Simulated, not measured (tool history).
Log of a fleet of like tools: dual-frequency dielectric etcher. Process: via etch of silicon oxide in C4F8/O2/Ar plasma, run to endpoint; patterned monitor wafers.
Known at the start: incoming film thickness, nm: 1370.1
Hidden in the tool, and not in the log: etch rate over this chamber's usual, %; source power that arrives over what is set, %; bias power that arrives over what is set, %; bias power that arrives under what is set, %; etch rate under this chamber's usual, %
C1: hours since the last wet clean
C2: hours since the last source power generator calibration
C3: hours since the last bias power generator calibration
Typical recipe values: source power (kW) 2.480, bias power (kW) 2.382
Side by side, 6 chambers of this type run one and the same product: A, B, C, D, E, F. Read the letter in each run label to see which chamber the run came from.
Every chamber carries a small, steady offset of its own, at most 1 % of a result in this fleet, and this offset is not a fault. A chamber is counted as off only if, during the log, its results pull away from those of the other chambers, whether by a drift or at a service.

run 1B hour=4.9 | source_power_(kW)=2.480 bias_power_(kW)=2.382 | C1=504.5 C2=600.6 C3=593.6 | endpoint_time_(s)=236.65
run 2A hour=9.0 | source_power_(kW)=2.480 bias_power_(kW)=2.382 | C1=291.4 C2=1666.6 C3=584.9 | endpoint_time_(s)=236.66
run 3D hour=14.5 | source_power_(kW)=2.480 bias_power_(kW)=2.382 | C1=307.7 C2=3881.8 C3=1440.1 | endpoint_time_(s)=236.75
run 4F hour=19.5 | source_power_(kW)=2.480 bias_power_(kW)=2.382 | C1=166.6 C2=2327.6 C3=3695.7 | endpoint_time_(s)=238.34
run 5E hour=22.7 | source_power_(kW)=2.480 bias_power_(kW)=2.382 | C1=288.4 C2=86.2 C3=337.5 | endpoint_time_(s)=235.35
run 6C hour=27.5 | source_power_(kW)=2.480 bias_power_(kW)=2.382 | C1=226.9 C2=344.5 C3=428.8 | endpoint_time_(s)=235.42
run 7E hour=31.6 | source_power_(kW)=2.480 bias_power_(kW)=2.579 | C1=297.3 C2=95.1 C3=346.4 | endpoint_time_(s)=230.47
run 8B hour=34.9 | source_power_(kW)=2.480 bias_power_(kW)=2.579 | C1=534.5 C2=630.6 C3=623.6 | endpoint_time_(s)=229.87
run 9A hour=38.3 | source_power_(kW)=2.480 bias_power_(kW)=2.579 | C1=320.7 C2=1695.9 C3=614.2 | endpoint_time_(s)=230.81
-- hour=41.6 chamber B: wet clean of the chamber
run 10F hour=42.1 | source_power_(kW)=2.480 bias_power_(kW)=2.579 | C1=189.2 C2=2350.2 C3=3718.3 | endpoint_time_(s)=229.29
run 11C hour=46.0 | source_power_(kW)=2.480 bias_power_(kW)=2.579 | C1=245.4 C2=363.0 C3=447.3 | endpoint_time_(s)=232.75
run 12D hour=49.6 | source_power_(kW)=2.480 bias_power_(kW)=2.579 | C1=342.8 C2=3916.9 C3=1475.2 | endpoint_time_(s)=230.91
run 13A hour=54.9 | source_power_(kW)=2.790 bias_power_(kW)=2.823 | C1=337.3 C2=1712.5 C3=630.8 | endpoint_time_(s)=217.36
run 14E hour=58.6 | source_power_(kW)=2.790 bias_power_(kW)=2.823 | C1=324.3 C2=122.1 C3=373.4 | endpoint_time_(s)=215.51
run 15C hour=61.4 | source_power_(kW)=2.790 bias_power_(kW)=2.823 | C1=260.8 C2=378.4 C3=462.7 | endpoint_time_(s)=214.59
run 16D hour=65.9 | source_power_(kW)=2.790 bias_power_(kW)=2.823 | C1=359.1 C2=3933.2 C3=1491.5 | endpoint_time_(s)=212.31
run 17B hour=71.6 | source_power_(kW)=2.790 bias_power_(kW)=2.823 | C1=30.0 C2=667.3 C3=660.3 | endpoint_time_(s)=214.78
run 18F hour=75.2 | source_power_(kW)=2.790 bias_power_(kW)=2.823 | C1=222.3 C2=2383.3 C3=3751.4 | endpoint_time_(s)=215.40
run 19E hour=81.4 | source_power_(kW)=2.480 bias_power_(kW)=2.382 | C1=347.1 C2=144.9 C3=396.2 | endpoint_time_(s)=235.85
run 20C hour=85.1 | source_power_(kW)=2.190 bias_power_(kW)=2.932 | C1=284.5 C2=402.1 C3=486.4 | endpoint_time_(s)=233.65
run 21F hour=90.2 | source_power_(kW)=2.190 bias_power_(kW)=2.932 | C1=237.3 C2=2398.3 C3=3766.4 | endpoint_time_(s)=232.94
run 22B hour=95.2 | source_power_(kW)=2.190 bias_power_(kW)=2.932 | C1=53.6 C2=690.9 C3=683.9 | endpoint_time_(s)=232.16
run 23A hour=101.1 | source_power_(kW)=2.190 bias_power_(kW)=2.932 | C1=383.5 C2=1758.7 C3=677.0 | endpoint_time_(s)=235.34
run 24D hour=106.9 | source_power_(kW)=2.190 bias_power_(kW)=2.932 | C1=400.1 C2=3974.2 C3=1532.5 | endpoint_time_(s)=230.87
run 25E hour=110.0 | source_power_(kW)=2.190 bias_power_(kW)=2.932 | C1=375.7 C2=173.5 C3=424.8 | endpoint_time_(s)=233.00
run 26D hour=115.5 | source_power_(kW)=2.480 bias_power_(kW)=2.382 | C1=408.7 C2=3982.8 C3=1541.1 | endpoint_time_(s)=232.50
run 27B hour=119.8 | source_power_(kW)=2.480 bias_power_(kW)=2.382 | C1=78.2 C2=715.5 C3=708.5 | endpoint_time_(s)=236.79
run 28A hour=123.5 | source_power_(kW)=2.480 bias_power_(kW)=2.382 | C1=405.9 C2=1781.1 C3=699.4 | endpoint_time_(s)=238.06
run 29F hour=127.3 | source_power_(kW)=2.810 bias_power_(kW)=2.772 | C1=274.4 C2=2435.4 C3=3803.5 | endpoint_time_(s)=210.46
run 30C hour=132.4 | source_power_(kW)=2.810 bias_power_(kW)=2.772 | C1=331.8 C2=449.4 C3=533.7 | endpoint_time_(s)=213.77
run 31D hour=136.3 | source_power_(kW)=2.810 bias_power_(kW)=2.772 | C1=429.5 C2=4003.6 C3=1561.9 | endpoint_time_(s)=211.40
run 32A hour=142.3 | source_power_(kW)=2.810 bias_power_(kW)=2.772 | C1=424.7 C2=1799.9 C3=718.2 | endpoint_time_(s)=215.99
run 33B hour=145.2 | source_power_(kW)=2.810 bias_power_(kW)=2.772 | C1=103.6 C2=740.9 C3=733.9 | endpoint_time_(s)=213.95
run 34E hour=151.0 | source_power_(kW)=2.810 bias_power_(kW)=2.772 | C1=416.7 C2=214.5 C3=465.8 | endpoint_time_(s)=214.53
run 35F hour=156.8 | source_power_(kW)=2.480 bias_power_(kW)=2.382 | C1=303.9 C2=2464.9 C3=3833.0 | endpoint_time_(s)=229.52
run 36C hour=161.1 | source_power_(kW)=2.290 bias_power_(kW)=2.382 | C1=360.5 C2=478.1 C3=562.4 | endpoint_time_(s)=244.20
run 37B hour=167.2 | source_power_(kW)=2.290 bias_power_(kW)=2.382 | C1=125.6 C2=762.9 C3=755.9 | endpoint_time_(s)=241.64
run 38F hour=169.9 | source_power_(kW)=2.290 bias_power_(kW)=2.382 | C1=317.0 C2=2478.0 C3=3846.1 | endpoint_time_(s)=235.56
run 39A hour=176.1 | source_power_(kW)=2.290 bias_power_(kW)=2.382 | C1=458.5 C2=1833.7 C3=752.0 | endpoint_time_(s)=244.56

Predict what each chamber gives when all 6 of them run the settings below next.
run 40A hour=180.5 | source_power_(kW)=2.480 bias_power_(kW)=2.722 | endpoint_time_(s)=?
run 40B hour=180.5 | source_power_(kW)=2.480 bias_power_(kW)=2.722 | endpoint_time_(s)=?
run 40C hour=180.5 | source_power_(kW)=2.480 bias_power_(kW)=2.722 | endpoint_time_(s)=?
run 40D hour=180.5 | source_power_(kW)=2.480 bias_power_(kW)=2.722 | endpoint_time_(s)=?
run 40E hour=180.5 | source_power_(kW)=2.480 bias_power_(kW)=2.722 | endpoint_time_(s)=?
run 40F hour=180.5 | source_power_(kW)=2.480 bias_power_(kW)=2.722 | endpoint_time_(s)=?

run=40A endpoint_time_(s)=228.16
run=40B endpoint_time_(s)=226.64
run=40C endpoint_time_(s)=227.58
run=40D endpoint_time_(s)=223.37
run=40E endpoint_time_(s)=225.27
run=40F endpoint_time_(s)=218.74
